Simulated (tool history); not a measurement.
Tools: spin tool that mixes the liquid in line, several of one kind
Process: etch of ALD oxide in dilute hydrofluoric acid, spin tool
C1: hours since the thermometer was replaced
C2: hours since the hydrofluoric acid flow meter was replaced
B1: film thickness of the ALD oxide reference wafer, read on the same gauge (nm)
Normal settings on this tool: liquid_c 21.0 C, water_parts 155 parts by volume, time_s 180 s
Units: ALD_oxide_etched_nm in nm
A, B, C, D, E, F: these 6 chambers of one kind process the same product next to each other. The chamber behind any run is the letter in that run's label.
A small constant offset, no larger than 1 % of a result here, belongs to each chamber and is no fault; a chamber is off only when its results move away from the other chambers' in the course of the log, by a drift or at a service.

{"run": "1E", "hour": 7.2, "liquid_c": 21.0, "water_parts": 155, "time_s": 180, "C1": 1156.7, "C2": 1200.3, "B1": 70.022, "ALD_oxide_etched_nm": 11.975}
{"hour": 9.8, "done": "chamber B: hydrofluoric acid flow meter replaced"}
{"run": "2C", "hour": 12.1, "liquid_c": 21.0, "water_parts": 155, "time_s": 180, "C1": 521.1, "C2": 385.6, "B1": 69.971, "ALD_oxide_etched_nm": 12.236}
{"run": "3D", "hour": 19.7, "liquid_c": 21.0, "water_parts": 155, "time_s": 180, "C1": 999.1, "C2": 1005.1, "B1": 70.025, "ALD_oxide_etched_nm": 12.1}
{"run": "4F", "hour": 24.4, "liquid_c": 21.0, "water_parts": 155, "time_s": 180, "C1": 87.4, "C2": 1545.5, "B1": 70.016, "ALD_oxide_etched_nm": 11.965}
{"run": "5A", "hour": 30.0, "liquid_c": 21.0, "water_parts": 155, "time_s": 180, "C1": 2034.5, "C2": 471.0, "B1": 70.031, "ALD_oxide_etched_nm": 11.946}
{"run": "6B", "hour": 38.6, "liquid_c": 21.0, "water_parts": 155, "time_s": 180, "C1": 531.0, "C2": 28.9, "B1": 70.033, "ALD_oxide_etched_nm": 11.761}
{"run": "7F", "hour": 45.8, "liquid_c": 21.0, "water_parts": 155, "time_s": 180, "C1": 108.8, "C2": 1566.9, "B1": 69.964, "ALD_oxide_etched_nm": 11.941}
{"run": "8E", "hour": 52.0, "liquid_c": 21.0, "water_parts": 155, "time_s": 180, "C1": 1201.5, "C2": 1245.1, "B1": 69.96, "ALD_oxide_etched_nm": 11.908}
{"run": "9C", "hour": 55.9, "liquid_c": 23.5, "water_parts": 200, "time_s": 180, "C1": 564.9, "C2": 429.4, "B1": 70.023, "ALD_oxide_etched_nm": 9.7495}
{"run": "10D", "hour": 60.5, "liquid_c": 23.5, "water_parts": 200, "time_s": 180, "C1": 1039.9, "C2": 1045.9, "B1": 69.983, "ALD_oxide_etched_nm": 9.6182}
{"run": "11A", "hour": 65.8, "liquid_c": 23.5, "water_parts": 200, "time_s": 180, "C1": 2070.3, "C2": 506.8, "B1": 70.002, "ALD_oxide_etched_nm": 9.6866}
{"run": "12B", "hour": 73.2, "liquid_c": 23.5, "water_parts": 200, "time_s": 180, "C1": 565.6, "C2": 63.5, "B1": 69.954, "ALD_oxide_etched_nm": 9.7674}
{"run": "13D", "hour": 81.4, "liquid_c": 23.5, "water_parts": 200, "time_s": 180, "C1": 1060.8, "C2": 1066.8, "B1": 70.002, "ALD_oxide_etched_nm": 9.7904}
{"run": "14C", "hour": 86.8, "liquid_c": 23.5, "water_parts": 200, "time_s": 180, "C1": 595.8, "C2": 460.3, "B1": 70.015, "ALD_oxide_etched_nm": 9.9968}
{"hour": 90.3, "done": "chamber D: hydrofluoric acid flow meter replaced"}
{"run": "15A", "hour": 93.4, "liquid_c": 21.0, "water_parts": 155, "time_s": 180, "C1": 2097.9, "C2": 534.4, "B1": 69.982, "ALD_oxide_etched_nm": 11.896}
{"run": "16B", "hour": 99.5, "liquid_c": 21.0, "water_parts": 155, "time_s": 180, "C1": 591.9, "C2": 89.8, "B1": 70.02, "ALD_oxide_etched_nm": 12.13}
{"run": "17F", "hour": 104.1, "liquid_c": 21.0, "water_parts": 155, "time_s": 180, "C1": 167.1, "C2": 1625.2, "B1": 69.987, "ALD_oxide_etched_nm": 12.031}
{"run": "18E", "hour": 108.2, "liquid_c": 19.5, "water_parts": 155, "time_s": 180, "C1": 1257.7, "C2": 1301.3, "B1": 70.003, "ALD_oxide_etched_nm": 11.082}
{"run": "19B", "hour": 112.4, "liquid_c": 19.5, "water_parts": 155, "time_s": 180, "C1": 604.8, "C2": 102.7, "B1": 69.992, "ALD_oxide_etched_nm": 11.277}
{"hour": 114.9, "done": "chamber A: thermometer replaced"}
{"run": "20C", "hour": 117.6, "liquid_c": 19.5, "water_parts": 155, "time_s": 180, "C1": 626.6, "C2": 491.1, "B1": 70.04, "ALD_oxide_etched_nm": 11.384}
{"run": "21E", "hour": 123.8, "liquid_c": 19.5, "water_parts": 155, "time_s": 180, "C1": 1273.3, "C2": 1316.9, "B1": 69.977, "ALD_oxide_etched_nm": 11.157}
{"run": "22D", "hour": 130.1, "liquid_c": 19.5, "water_parts": 155, "time_s": 180, "C1": 1109.5, "C2": 39.9, "B1": 69.995, "ALD_oxide_etched_nm": 11.413}
{"run": "23A", "hour": 135.3, "liquid_c": 19.5, "water_parts": 155, "time_s": 180, "C1": 20.4, "C2": 576.3, "B1": 69.954, "ALD_oxide_etched_nm": 11.257}
{"run": "24F", "hour": 140.4, "liquid_c": 17.0, "water_parts": 155, "time_s": 180, "C1": 203.4, "C2": 1661.5, "B1": 70.011, "ALD_oxide_etched_nm": 10.089}
{"run": "25E", "hour": 147.1, "liquid_c": 17.0, "water_parts": 155, "time_s": 180, "C1": 1296.6, "C2": 1340.2, "B1": 69.981, "ALD_oxide_etched_nm": 9.9827}
{"run": "26F", "hour": 152.5, "liquid_c": 17.0, "water_parts": 155, "time_s": 180, "C1": 215.5, "C2": 1673.6, "B1": 70.005, "ALD_oxide_etched_nm": 10.176}
{"run": "27D", "hour": 160.5, "liquid_c": 17.0, "water_parts": 155, "time_s": 180, "C1": 1139.9, "C2": 70.3, "B1": 70.012, "ALD_oxide_etched_nm": 10.321}
{"run": "28B", "hour": 166.0, "liquid_c": 17.0, "water_parts": 155, "time_s": 180, "C1": 658.4, "C2": 156.3, "B1": 70.024, "ALD_oxide_etched_nm": 10.208}
{"run": "29A", "hour": 174.0, "liquid_c": 17.0, "water_parts": 155, "time_s": 180, "C1": 59.1, "C2": 615.0, "B1": 69.978, "ALD_oxide_etched_nm": 10.368}
{"hour": 178.5, "done": "chamber C: hydrofluoric acid flow meter replaced"}
{"run": "30C", "hour": 178.5, "liquid_c": 21.0, "water_parts": 155, "time_s": 180, "C1": 687.5, "C2": 0.0, "B1": 70.03, "ALD_oxide_etched_nm": 12.069}
{"run": "31C", "hour": 185.2, "liquid_c": 21.0, "water_parts": 155, "time_s": 180, "C1": 694.2, "C2": 6.7, "B1": 70.044, "ALD_oxide_etched_nm": 11.916}
{"run": "32F", "hour": 194.1, "liquid_c": 21.0, "water_parts": 155, "time_s": 180, "C1": 257.1, "C2": 1715.2, "B1": 70.014, "ALD_oxide_etched_nm": 12.067}
{"run": "33D", "hour": 200.0, "liquid_c": 21.0, "water_parts": 155, "time_s": 180, "C1": 1179.4, "C2": 109.8, "B1": 69.962, "ALD_oxide_etched_nm": 11.937}
{"run": "34A", "hour": 206.6, "liquid_c": 21.0, "water_parts": 155, "time_s": 180, "C1": 91.7, "C2": 647.6, "B1": 70.007, "ALD_oxide_etched_nm": 11.868}
{"run": "35B", "hour": 214.7, "liquid_c": 21.0, "water_parts": 155, "time_s": 180, "C1": 707.1, "C2": 205.0, "B1": 69.957, "ALD_oxide_etched_nm": 11.942}
{"run": "36E", "hour": 223.1, "liquid_c": 21.0, "water_parts": 155, "time_s": 180, "C1": 1372.6, "C2": 1416.2, "B1": 69.998, "ALD_oxide_etched_nm": 11.134}
{"run": "37B", "hour": 229.0, "liquid_c": 21.0, "water_parts": 155, "time_s": 180, "C1": 721.4, "C2": 219.3, "B1": 70.015, "ALD_oxide_etched_nm": 12.014}

Does one chamber stand apart from the rest, does the shared gauge drift, or is all well apart from small per-chamber offsets? Give the chamber and the most likely cause, where there is one.

One chamber, E, drifts off from the rest bit by bit.
Likeliest cause: liquid colder than its thermometer reads (K) = 1.49.
Not necessarily distinguishable in this log from: hydrofluoric acid flow below the setpoint (%).

Chamber E could run next with any of the 4 candidate recipes listed below; each alters the usual settings, and their results appear as question marks. Which one brings its results back in line with what the other chambers deliver on the usual settings?
In line here means within this much of the mean the other chambers give on the usual settings: ALD_oxide_etched_nm 0.2900 nm
{"run": "38E-1", "hour": 235.4, "liquid_c": 21.0, "water_parts": 170, "time_s": 180, "ALD_oxide_etched_nm": "?"}
{"run": "38E-2", "hour": 235.4, "liquid_c": 24.0, "water_parts": 155, "time_s": 180, "ALD_oxide_etched_nm": "?"}
{"run": "38E-3", "hour": 235.4, "liquid_c": 21.0, "water_parts": 160, "time_s": 175, "ALD_oxide_etched_nm": "?"}
{"run": "38E-4", "hour": 235.4, "liquid_c": 21.0, "water_parts": 150, "time_s": 185, "ALD_oxide_etched_nm": "?"}

The other chambers' mean on the usual settings: ALD_oxide_etched_nm 11.9720 nm
run=38E-1 ALD_oxide_etched_nm=10.0820
run=38E-2 ALD_oxide_etched_nm=12.6200
run=38E-3 ALD_oxide_etched_nm=10.5250
run=38E-4 ALD_oxide_etched_nm=11.9960
The right change is 38E-4: it brings the chamber back within the allowed miss of the others.
